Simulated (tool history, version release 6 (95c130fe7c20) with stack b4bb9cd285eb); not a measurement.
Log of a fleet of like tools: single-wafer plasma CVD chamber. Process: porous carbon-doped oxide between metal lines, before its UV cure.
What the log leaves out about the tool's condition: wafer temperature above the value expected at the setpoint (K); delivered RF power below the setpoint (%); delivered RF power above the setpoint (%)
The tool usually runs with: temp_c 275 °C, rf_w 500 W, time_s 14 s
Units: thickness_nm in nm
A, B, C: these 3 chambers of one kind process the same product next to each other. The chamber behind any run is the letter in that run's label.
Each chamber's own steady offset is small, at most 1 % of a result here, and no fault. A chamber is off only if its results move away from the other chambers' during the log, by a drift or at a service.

run	day	temp_c	rf_w	time_s	hours since the last thermocouple change	hours since the last RF generator calibration	read-back reference wafer on the same gauge, thickness_nm	thickness_nm
1C	0.242	275	500	14	716.6	1328.1	98.037	90.897
2A	0.529	275	500	14	1522.8	1058.4	98.051	90.313
3B	0.892	275	500	14	1121.3	2206.8	98.106	91.086
4A	1.104	275	500	14	1536.6	1072.2	98.075	91.234
5C	1.388	275	500	14	744.1	1355.6	98.053	90.307
6B	1.75	284	590	14	1141.9	2227.4	98.086	96.042
7C	1.954	284	590	14	757.7	1369.2	97.994	95.475
8B	2.329	284	590	14	1155.8	2241.3	98.005	95.619
9A	2.642	275	500	14	1573.5	1109.1	98.064	90.439
10B	2.988	275	500	14	1171.6	2257.1	97.991	90.739
11C	3.308	275	500	14	790.2	1401.7	98.076	90.905
12A	3.612	275	500	14	1596.8	1132.4	98.065	89.363
13A	3.846	275	500	14	1602.4	1138	98.155	89.098
14B	4.15	275	500	14	1199.5	2285	98.106	90.448
15C	4.467	275	500	14	818	1429.5	98.056	90.87
16B	4.729	275	500	14	1213.4	2298.9	98.138	91.046
17C	5.05	275	500	14	832	1443.5	98.125	91.047
18A	5.246	275	500	14	1636	1171.6	98.005	87.673
19A	5.608	275	500	14	1644.7	1180.3	98.08	88.287
20B	5.862	275	500	14	1240.6	2326.1	98.045	90.482
21C	6.229	275	500	14	860.3	1471.8	98.033	90.887
22B	6.562	275	500	14	1257.4	2342.9	98.139	90.841
23A	6.921	275	500	14	1676.2	1211.8	98.138	86.586
24C	7.292	275	500	14	885.8	1497.3	98.124	90.271
25B	7.533	275	500	14	1280.7	2366.2	98.138	90.677
26C	7.721	275	500	14	896.1	1507.6	98.046	90.237
27A	7.933	275	500	14	1700.5	1236.1	98.131	86.201
28A	8.183	275	500	14	1706.5	1242.1	98.199	85.52

All 3 chambers run these settings next. Forecast each chamber's results:
29A	8.458	275	440	14				?
29B	8.458	275	440	14				?
29C	8.458	275	440	14				?

run	thickness_nm
29A	77.233
29B	82.457
29C	83.396
